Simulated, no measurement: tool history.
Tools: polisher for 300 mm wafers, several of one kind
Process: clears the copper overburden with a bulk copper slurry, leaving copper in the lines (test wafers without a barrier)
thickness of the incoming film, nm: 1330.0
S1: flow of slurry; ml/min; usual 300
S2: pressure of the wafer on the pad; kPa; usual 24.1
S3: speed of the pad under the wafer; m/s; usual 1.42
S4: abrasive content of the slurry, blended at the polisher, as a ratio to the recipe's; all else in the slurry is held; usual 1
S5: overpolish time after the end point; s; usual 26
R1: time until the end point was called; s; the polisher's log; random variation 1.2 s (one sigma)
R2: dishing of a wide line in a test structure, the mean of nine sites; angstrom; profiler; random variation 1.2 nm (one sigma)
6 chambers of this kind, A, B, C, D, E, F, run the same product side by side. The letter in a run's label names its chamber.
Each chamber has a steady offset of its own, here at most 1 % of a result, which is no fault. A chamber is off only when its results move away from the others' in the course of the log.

| run | hour | S1 | S2 | S3 | S4 | S5 | R1 | R2 |
|---|---|---|---|---|---|---|---|---|
|  | 2.1 | chamber E: slurry nozzle cleaned |
| 1E | 8.3 | 300 | 24.1 | 1.42 | 1 | 26 | 93.549 | 899.51 |
|  | 11.1 | chamber C: slurry blender recalibrated |
|  | 11.1 | chamber E: slurry blender recalibrated |
| 2F | 17.2 | 300 | 24.1 | 1.42 | 1 | 26 | 92.576 | 930.61 |
| 3D | 24.2 | 300 | 24.1 | 1.42 | 1 | 26 | 94.938 | 913.23 |
|  | 27.3 | chamber B: worn pad replaced by a new one |
|  | 28.5 | chamber D: slurry blender recalibrated |
| 4A | 30.3 | 300 | 24.1 | 1.42 | 1 | 26 | 92.255 | 935.68 |
| 5B | 38.1 | 300 | 24.1 | 1.42 | 1 | 26 | 93.355 | 914.2 |
|  | 43.1 | chamber E: worn pad replaced by a new one |
|  | 46 | chamber B: slurry blender recalibrated |
| 6C | 48.6 | 300 | 24.1 | 1.42 | 1 | 26 | 92.233 | 910.63 |
| 7F | 54 | 300 | 24.1 | 1.42 | 1 | 26 | 93.607 | 913.57 |
| 8B | 64 | 300 | 24.1 | 1.42 | 1 | 26 | 92.239 | 919.15 |
| 9C | 71.3 | 300 | 17.2 | 1.42 | 1 | 26 | 128.78 | 807.66 |
| 10D | 79.7 | 300 | 17.2 | 1.42 | 1 | 26 | 127.03 | 801.78 |
| 11E | 85 | 300 | 17.2 | 1.42 | 1 | 26 | 131.19 | 792.61 |
| 12A | 93 | 300 | 17.2 | 1.42 | 1 | 26 | 129.55 | 803.12 |
|  | 100.9 | chamber A: worn pad replaced by a new one |
|  | 102.2 | chamber B: slurry nozzle cleaned |
| 13F | 104.5 | 300 | 17.2 | 1.42 | 1 | 26 | 133.76 | 797.65 |
| 14B | 112.1 | 300 | 17.2 | 1.42 | 1 | 26 | 133.4 | 801.51 |
|  | 119.8 | chamber F: slurry nozzle cleaned |
| 15D | 122.2 | 300 | 24.1 | 1.42 | 1 | 26 | 94.802 | 923.88 |
| 16C | 131.1 | 300 | 24.1 | 1.42 | 1 | 26 | 94.016 | 952.79 |
|  | 133.9 | chamber C: worn pad replaced by a new one |
|  | 134.2 | chamber B: worn pad replaced by a new one |
| 17A | 138.1 | 300 | 24.1 | 1.42 | 1 | 26 | 94.417 | 916.11 |
| 18E | 144.2 | 300 | 24.1 | 1.42 | 1 | 26 | 95.048 | 897.56 |
|  | 153.7 | chamber F: worn pad replaced by a new one |
| 19B | 155.4 | 300 | 24.1 | 1.42 | 1 | 26 | 94.733 | 920.76 |
|  | 161.9 | chamber F: slurry blender recalibrated |
| 20A | 162.1 | 300 | 24.1 | 1.42 | 1 | 26 | 92.797 | 901.05 |
| 21C | 170.7 | 300 | 24.1 | 1.42 | 1 | 26 | 93.071 | 927.32 |
| 22D | 179.6 | 300 | 24.1 | 1.42 | 1 | 26 | 96.469 | 889 |
|  | 185.6 | chamber E: slurry blender recalibrated |
| 23F | 186.5 | 300 | 24.1 | 1.42 | 1 | 26 | 92.918 | 947.51 |
|  | 194.5 | chamber A: slurry nozzle cleaned |
| 24E | 195.6 | 300 | 24.1 | 1.42 | 1 | 37 | 90.565 | 933.11 |
| 25D | 202.4 | 300 | 24.1 | 1.42 | 1 | 37 | 100.9 | 946.99 |
|  | 203.5 | chamber C: slurry blender recalibrated |
|  | 204.3 | chamber D: slurry blender recalibrated |
| 26F | 210 | 300 | 24.1 | 1.42 | 1 | 37 | 94.102 | 945.84 |
| 27E | 215.7 | 300 | 24.1 | 1.42 | 1 | 37 | 92.929 | 929.1 |
| 28B | 226.6 | 300 | 24.1 | 1.42 | 1 | 37 | 93.457 | 945.63 |
| 29C | 231.8 | 300 | 24.1 | 1.42 | 1 | 37 | 92.439 | 931.73 |
|  | 234.6 | chamber A: slurry blender recalibrated |
| 30A | 240 | 300 | 24.1 | 1.42 | 1 | 26 | 90.346 | 914.78 |
| 31B | 247.1 | 300 | 24.1 | 1.42 | 1 | 26 | 95.166 | 894.18 |
|  | 248.8 | chamber B: worn pad replaced by a new one |
|  | 256.4 | chamber E: worn pad replaced by a new one |
|  | 256.6 | chamber E: slurry nozzle cleaned |
| 32C | 258.9 | 350 | 24.1 | 1.66 | 1 | 26 | 78.191 | 936.86 |
|  | 262.1 | chamber A: worn pad replaced by a new one |
| 33F | 268.5 | 350 | 24.1 | 1.66 | 1 | 26 | 79.594 | 942.51 |
| 34D | 279.3 | 350 | 24.1 | 1.66 | 1 | 26 | 84.449 | 914.92 |
| 35A | 285.2 | 350 | 24.1 | 1.66 | 1 | 26 | 78.542 | 950.63 |
| 36E | 292.5 | 350 | 24.1 | 1.66 | 1 | 26 | 78.968 | 951.9 |
|  | 292.9 | chamber D: slurry nozzle cleaned |
| 37B | 301.9 | 350 | 24.1 | 1.66 | 1 | 26 | 80.399 | 931.94 |
| 38C | 310.5 | 300 | 24.1 | 1.42 | 1 | 26 | 92.264 | 897.68 |
|  | 312.8 | chamber C: head pressure recalibrated |
| 39D | 320.7 | 300 | 24.1 | 1.42 | 1 | 26 | 103.71 | 885.76 |
|  | 325.7 | chamber C: worn pad replaced by a new one |
| 40A | 328.8 | 300 | 24.1 | 1.42 | 1 | 26 | 91.624 | 924.16 |
|  | 335.8 | chamber E: slurry blender recalibrated |
| 41F | 338.7 | 300 | 29.6 | 1.42 | 0.85 | 26 | 79.021 | 982.45 |
| 42E | 345.7 | 300 | 29.6 | 1.42 | 0.85 | 26 | 76.428 | 962.33 |
| 43C | 351.7 | 300 | 29.6 | 1.42 | 0.85 | 26 | 76.522 | 976.82 |

All 6 chambers run these settings next. Forecast each chamber's results:
| 44A | 360.2 | 225 | 24.1 | 1.42 | 1 | 26 | ? | ? |
| 44B | 360.2 | 225 | 24.1 | 1.42 | 1 | 26 | ? | ? |
| 44C | 360.2 | 225 | 24.1 | 1.42 | 1 | 26 | ? | ? |
| 44D | 360.2 | 225 | 24.1 | 1.42 | 1 | 26 | ? | ? |
| 44E | 360.2 | 225 | 24.1 | 1.42 | 1 | 26 | ? | ? |
| 44F | 360.2 | 225 | 24.1 | 1.42 | 1 | 26 | ? | ? |

| run | R1 | R2 |
|---|---|---|
| 44A | 96.844 | 919.25 |
| 44B | 94.843 | 898.46 |
| 44C | 96.01 | 917.25 |
| 44D | 106.72 | 896.29 |
| 44E | 97.032 | 890.35 |
| 44F | 96.353 | 887.08 |

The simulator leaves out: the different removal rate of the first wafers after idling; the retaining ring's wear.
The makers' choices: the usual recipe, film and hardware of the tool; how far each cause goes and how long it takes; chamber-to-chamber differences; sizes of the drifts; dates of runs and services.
